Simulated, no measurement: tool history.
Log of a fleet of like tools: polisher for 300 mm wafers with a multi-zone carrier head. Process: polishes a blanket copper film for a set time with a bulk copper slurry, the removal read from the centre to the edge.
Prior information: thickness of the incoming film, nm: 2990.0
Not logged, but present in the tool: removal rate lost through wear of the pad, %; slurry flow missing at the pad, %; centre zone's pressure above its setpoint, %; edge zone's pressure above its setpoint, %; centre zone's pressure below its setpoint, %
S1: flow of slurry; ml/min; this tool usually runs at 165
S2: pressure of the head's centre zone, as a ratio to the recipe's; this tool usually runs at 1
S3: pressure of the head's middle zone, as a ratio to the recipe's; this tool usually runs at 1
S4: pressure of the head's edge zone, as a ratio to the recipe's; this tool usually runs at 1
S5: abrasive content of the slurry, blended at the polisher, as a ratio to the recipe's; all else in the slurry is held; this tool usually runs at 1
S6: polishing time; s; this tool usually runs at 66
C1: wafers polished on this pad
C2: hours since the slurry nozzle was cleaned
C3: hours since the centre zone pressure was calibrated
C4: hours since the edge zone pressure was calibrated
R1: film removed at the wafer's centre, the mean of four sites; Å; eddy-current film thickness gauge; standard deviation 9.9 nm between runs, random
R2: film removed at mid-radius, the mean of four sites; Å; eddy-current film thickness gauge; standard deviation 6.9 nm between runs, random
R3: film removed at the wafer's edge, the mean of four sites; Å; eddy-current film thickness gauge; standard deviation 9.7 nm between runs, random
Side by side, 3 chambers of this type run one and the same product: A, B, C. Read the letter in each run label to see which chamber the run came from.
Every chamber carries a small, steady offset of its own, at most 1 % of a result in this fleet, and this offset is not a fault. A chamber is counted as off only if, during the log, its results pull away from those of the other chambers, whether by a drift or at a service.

run    day   S1  S2  S3    S4    S5  S6    C1     C2     C3     C4      R1      R2      R3
 1C    0.1  165   1   1     1     1  66   529   99.5  152.9   35.7  6556.3  6737.9  6453.5
 2A  0.308  165   1   1     1     1  66   239   86.5   12.1   45.4  6643.4  6651.1  6758.6
     0.433  -- chamber C: worn pad replaced by a new one
 3B  0.521  165   1   1     1     1  66   778  134.6  272.7  153.1  6775.5  6615.1  6821.7
 4C  0.646  165   1   1     1     1  66    66  112.6    166   48.8  6650.6  6712.7  6582.8
 5A   0.75  165   1   1     1     1  66   375   97.1   22.7     56  6728.6  6595.1  6860.7
 6B  0.933  165   1   1     1     1  66   905  144.5  282.6    163  6666.6  6644.5  6848.1
 7B  1.092  165   1   1     1     1  66   954  148.3  286.4  166.8  6765.3  6754.8  6619.5
       1.1  -- chamber B: centre zone pressure recalibrated
 8C  1.217  165   1   1  1.06     1  66   242  126.3  179.7   62.5    6438  6704.3    6766
 9A    1.4  165   1   1  1.06     1  66   576  112.7   38.3   71.6  6751.9  6727.9  6849.1
10B  1.496  165   1   1  1.06     1  66  1079    158    9.5  176.5  6718.7  6714.4  6940.8
11A    1.6  165   1   1     1     1  66   638  117.5   43.1   76.4  6675.6  6564.3  6744.2
     1.667  -- chamber B: worn pad replaced by a new one
12C   1.75  165   1   1     1     1  66   406  139.1  192.5   75.3  6661.9  6669.7  6632.9
13C   1.85  165   1   1     1     1  66   437  141.5  194.9   77.7  6490.4  6672.6  6666.5
14B  1.967  165   1   1     1     1  66    92  169.3   20.8  187.8  6627.7  6698.6  6732.7
15A  2.079  165   1   1     1     1  66   786    129   54.6   87.9  6660.2  6668.3  6667.6
16B  2.262  165   1   1     1     1  66   184  176.4   27.9  194.9    6693  6756.9  6906.8
     2.358  -- chamber C: worn pad replaced by a new one
17C  2.433  165   1   1  1.04     1  66    23  155.5  208.9   91.7  6540.8  6633.6  6764.9
18A  2.588  165   1   1  1.04     1  66   942  141.2   66.8  100.1  6709.3  6698.9    6833
19C  2.742  165   1   1  1.04     1  66   118  162.9  216.3   99.1  6491.8  6715.4  6705.1
20A  2.862  165   1   1     1     1  66  1027  147.8   73.4  106.7  6631.9  6408.5  6546.1
21B  3.017  165   1   1     1     1  66   416  194.5     46    213  6583.8  6644.1  6784.6
22B  3.146  165   1   1     1     1  66   456  197.6   49.1  216.1  6544.1  6800.5  6801.2
23A  3.271  165   1   1     1     1  66  1153  157.6   83.2  116.5  6424.9  6622.9  6477.9
24C  3.388  165   1   1     1  0.75  66   317  178.4  231.8  114.6  6292.2  6326.9  6149.3
25A  3.562  165   1   1     1  0.75  66  1243  164.6   90.2  123.5  6052.6  6017.9  6191.4
26B  3.679  165   1   1     1  0.75  66   621  210.4   61.9  228.9  6240.8  6331.4  6425.7
27C  3.842  165   1   1     1     1  66   458  189.3  242.7  125.5  6735.8  6559.4  6603.3
28C  4.054  165   1   1     1     1  66   523  194.4  247.8  130.6  6583.2    6612  6526.9
29B  4.158  165   1   1     1     1  66   769  221.9   73.4  240.4  6604.9  6788.3  6961.9
30A  4.346  165   1   1     1   1.3  66  1485  183.4    109  142.3    6682  6779.5  6672.2
     4.471  -- chamber C: worn pad replaced by a new one
31A  4.525  165   1   1     1   1.3  66  1541  187.7  113.3  146.6    6823  6723.2  6711.3
32C  4.667  165   1   1     1   1.3  66    60  209.1  262.5  145.3  7022.8  7129.2  6941.2
33B  4.846  165   1   1     1     1  66   981  238.4   89.9  256.9    6823  6673.4  6670.9
34C  5.058  165   1   1     1     1  66   181  218.5  271.9  154.7  6772.7  6626.2  6637.3
35A  5.221  165   1   1     1     1  66  1755  204.4    130  163.3  6405.9  6293.6  6265.2
36B  5.371  165   1   1     1     1  66  1143    251  102.5  269.5  6627.5  6736.9  6667.5
37B  5.521  165   1   1     1     1  66  1189  254.6  106.1  273.1  6698.2  6743.8  6885.7
38A  5.633  165   1   1     1     1  66  1883  214.3  139.9  173.2  6330.9  6282.4  6187.9
     5.742  -- chamber B: worn pad replaced by a new one
39C    5.8  165   1   1     1     1  66   410  236.3  289.7  172.5  6653.7  6692.6  6674.1
40C  5.983  165   1   1  1.12  1.25  66   467  240.7  294.1  176.9  6828.8  6990.6  7173.5
41B  6.154  165   1   1  1.12  1.25  66   127  269.8  121.3  288.3  6927.1  7026.5  7574.6

What goes on in this fleet: one chamber off, a drifting gauge, or nothing beyond the chambers' own small offsets? Name the chamber and the cause, if any.

It is chamber A that slowly wanders off from its peers.
What lies behind it: removal rate lost through wear of the pad, % = 8.27.
It could be hard to tell apart here from: slurry flow missing at the pad, %.

Which of the 4 candidates below, each the usual settings with something changed and its results left as question marks, puts chamber A back in line with what the other chambers give on the usual settings?
A result is in line if it is within this distance of the other chambers' mean on the usual settings: R1 340 Å; R2 240 Å; R3 340 Å
42A-1  6.308  165  0.99  1.01   1   1  71                   ?   ?   ?
42A-2  6.308  165     1     1   1   1  64                   ?   ?   ?
42A-3  6.308  165     1     1   1   1  68                   ?   ?   ?
42A-4  6.308  165  1.01  0.99   1   1  61                   ?   ?   ?

The other chambers' mean on the usual settings: R1 6620.8 Å; R2 6688.1 Å; R3 6674.4 Å
  run      R1      R2      R3
42A-1  6543.9  6632.3  6563.2
42A-2  5964.3  5922.9    5917
42A-3    6337  6293.1  6286.9
42A-4  5747.2  5592.4  5640.5
42A-1 brings the chamber back in line.
